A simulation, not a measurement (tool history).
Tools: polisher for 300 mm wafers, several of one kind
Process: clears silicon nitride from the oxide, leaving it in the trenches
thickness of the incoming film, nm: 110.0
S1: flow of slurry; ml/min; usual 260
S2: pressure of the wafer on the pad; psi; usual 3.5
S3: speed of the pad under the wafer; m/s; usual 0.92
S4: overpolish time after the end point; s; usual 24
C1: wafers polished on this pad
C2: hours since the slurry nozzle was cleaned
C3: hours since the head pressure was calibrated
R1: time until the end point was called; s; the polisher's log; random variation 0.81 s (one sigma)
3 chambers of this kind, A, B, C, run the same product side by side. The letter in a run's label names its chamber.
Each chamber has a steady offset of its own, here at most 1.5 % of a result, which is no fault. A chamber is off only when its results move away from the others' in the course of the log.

run	hour	S1	S2	S3	S4	C1	C2	C3	R1
1A	11.6	260	3.5	0.92	24	264	83.7	56.2	100.170
2B	25.6	260	3.5	0.92	24	313	384.4	289.8	99.477
# hour 33.5: chamber C: worn pad replaced by a new one
3C	35.3	260	3.5	0.92	24	16	246.7	823.7	101.350
4B	44.2	260	3.5	0.92	24	476	403.0	308.4	99.800
5C	52.0	260	3.5	0.92	24	163	263.4	840.4	100.070
6A	65.4	260	3.5	0.92	24	736	137.5	110.0	100.810
7A	74.6	260	3.5	0.92	24	817	146.7	119.2	99.548
# hour 87.3: chamber A: worn pad replaced by a new one
8B	87.7	260	3.5	0.92	24	858	446.5	351.9	99.637
9C	101.3	260	3.9	0.92	24	595	312.7	889.7	90.951
# hour 103.1: chamber B: head pressure recalibrated
10C	107.9	260	3.9	0.92	24	653	319.3	896.3	90.434
11B	116.7	260	3.9	0.92	24	1112	475.5	13.7	88.533
12A	123.6	260	3.5	0.92	24	318	195.7	168.2	98.933
13B	136.7	260	3.5	0.92	24	1287	495.5	33.7	98.354
# hour 143.5: chamber C: worn pad replaced by a new one
14A	147.3	260	3.5	0.92	24	526	219.4	191.9	99.504
15C	158.0	260	3.5	1.18	24	127	369.4	946.4	79.207
16B	166.6	260	3.5	1.18	24	1550	525.4	63.6	77.925
# hour 168.6: chamber C: head pressure recalibrated
# hour 169.0: chamber B: worn pad replaced by a new one
17A	179.5	260	3.5	1.18	24	809	251.6	224.1	77.154
# hour 184.4: chamber A: worn pad replaced by a new one
18C	186.0	260	3.5	0.92	24	373	397.4	17.5	107.510
19C	192.2	260	3.5	0.92	24	427	403.6	23.7	109.400
20A	200.6	260	3.5	0.92	24	142	272.7	245.2	99.803
# hour 208.9: chamber B: slurry nozzle cleaned
21B	210.4	260	3.5	0.92	24	363	1.6	107.4	98.372
22A	222.9	285	3.5	0.92	28	338	295.0	267.5	98.692
23C	230.9	285	3.5	0.92	28	767	442.3	62.4	107.050
24B	237.3	285	3.5	0.92	28	599	28.5	134.3	97.847
25A	245.3	260	3.5	0.66	24	534	317.4	289.9	139.780
# hour 246.0: chamber C: worn pad replaced by a new one
# hour 250.5: chamber A: head pressure recalibrated
26C	259.5	260	3.5	0.66	24	118	470.9	91.0	151.630
27B	266.4	260	3.5	0.66	24	855	57.6	163.4	135.700
28A	272.6	260	3.5	0.92	24	774	344.7	22.1	99.518
# hour 284.9: chamber A: worn pad replaced by a new one
29B	285.0	260	3.5	0.92	24	1018	76.2	182.0	100.080
30C	296.4	260	3.5	0.92	24	442	507.8	127.9	107.970
31C	304.9	260	3.5	0.92	24	516	516.3	136.4	108.550
32A	318.5	260	4.5	0.92	24	294	390.6	68.0	78.797
# hour 321.7: chamber B: worn pad replaced by a new one
33B	326.2	260	4.5	0.92	24	40	117.4	223.2	78.322

Is one chamber off against the others, does the gauge drift, or is nothing wrong? If a chamber is off, say which, and what the likeliest cause is.

A service left chamber C off against the others.
Cause: head's pressure below its setpoint, % = 6.38.

Here are 4 candidates for chamber C's next run, each the usual settings with a change, their results left as question marks. Which one brings its results back in line with what the others give on the usual settings?
In line means no further than this from the other chambers' mean on the usual settings: R1 2.800 s
34C-1	336.4	260	3.4	0.88	24				?
34C-2	336.4	260	3.5	1.00	24				?
34C-3	336.4	260	3.6	0.92	24				?
34C-4	336.4	260	3.5	0.90	24				?

The other chambers' mean on the usual settings: R1 99.497 s
run	R1
34C-1	116.510
34C-2	99.399
34C-3	105.110
34C-4	110.590
34C-2 brings the chamber back in line.
